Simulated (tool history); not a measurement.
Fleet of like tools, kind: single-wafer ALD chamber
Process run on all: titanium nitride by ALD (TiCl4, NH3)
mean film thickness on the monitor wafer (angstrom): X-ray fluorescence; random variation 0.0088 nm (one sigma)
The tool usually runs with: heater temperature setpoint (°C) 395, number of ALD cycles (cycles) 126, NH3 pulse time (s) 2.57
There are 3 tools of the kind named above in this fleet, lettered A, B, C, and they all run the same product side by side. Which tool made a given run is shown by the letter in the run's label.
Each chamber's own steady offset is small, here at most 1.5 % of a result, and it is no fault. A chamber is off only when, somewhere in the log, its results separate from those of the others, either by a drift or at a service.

run   hour  heater temperature setpoint (°C)  number of ALD cycles (cycles)  NH3 pulse time (s)  hours since the last thermocouple change  read-back reference wafer on the same gauge, thickness_nm  mean film thickness on the monitor wafer (angstrom)
 1A      8                               395                            126                2.57                                     872.9                                                     2.2823                                               28.286
 2C   14.6                               395                            126                2.57                                     659.1                                                     2.2797                                                27.86
 3B   20.3                               395                            126                2.57                                    1700.1                                                      2.281                                               28.036
 4C   26.6                               395                            126                2.57                                     671.1                                                     2.2813                                               27.982
 5A   30.5                               395                            126                2.57                                     895.4                                                     2.2811                                               28.212
 6B   36.4                               395                            126                2.57                                    1716.2                                                     2.2815                                               27.828
 7A   42.2                               395                            126                2.57                                     907.1                                                     2.2805                                               28.255
 8C   50.5                               395                            108                2.57                                       695                                                     2.2805                                               24.143
 9B   57.6                               395                            108                2.57                                    1737.4                                                     2.2785                                               23.838
10A   64.7                               395                            108                2.57                                     929.6                                                     2.2787                                               24.355
11B   70.4                               395                            126                2.57                                    1750.2                                                     2.2797                                               27.911
12C   75.7                               395                            126                2.57                                     720.2                                                     2.2821                                                28.07
13B   83.2                               395                            126                2.57                                      1763                                                     2.2792                                               27.944
14C   89.9                               395                            126                2.57                                     734.4                                                       2.28                                               28.189
15A   95.2                               395                            126                2.57                                     960.1                                                     2.2793                                               28.372
16C  102.7                               395                            126                2.57                                     747.2                                                     2.2779                                               28.002
17B  110.1                               395                            126                2.57                                    1789.9                                                     2.2795                                               27.967
18A  118.2                               409                            118                2.57                                     983.1                                                     2.2795                                               26.732
19A  123.7                               409                            118                2.57                                     988.6                                                     2.2784                                                26.63
20B  129.4                               409                            118                2.57                                    1809.2                                                     2.2789                                               26.402
21C  136.4                               395                            126                2.57                                     780.9                                                     2.2799                                               28.256
22A  143.3                               395                            126                2.57                                    1008.2                                                     2.2785                                                28.16
23C  150.9                               395                            126                2.57                                     795.4                                                     2.2812                                               28.025
24B  155.8                               395                            126                2.57                                    1835.6                                                     2.2828                                               28.033
25C    161                               395                            126                2.57                                     805.5                                                     2.2812                                               28.029
26A  169.2                               395                            126                2.57                                    1034.1                                                     2.2803                                               28.196
27B    177                               395                            126                1.73                                    1856.8                                                     2.2807                                               27.538
28A  181.7                               395                            126                1.73                                    1046.6                                                     2.2819                                               27.773
29B  189.3                               395                            126                1.73                                    1869.1                                                      2.281                                               27.487
30C  195.2                               395                            126                2.57                                     839.7                                                     2.2804                                               27.978
31B  199.2                               395                            126                2.57                                      1879                                                     2.2806                                               27.868
32C  204.8                               395                            126                2.57                                     849.3                                                     2.2791                                               28.146
33A  209.1                               387                            126                2.57                                      1074                                                     2.2812                                               28.188

Each of the 3 chambers runs these same settings next. Fill in every chamber's results:
34A  215.1                               395                            126                3.27                                                                                                                                                         ?
34B  215.1                               395                            126                3.27                                                                                                                                                         ?
34C  215.1                               395                            126                3.27                                                                                                                                                         ?

run  mean film thickness on the monitor wafer (angstrom)
34A                                               28.594
34B                                               28.065
34C                                               28.432
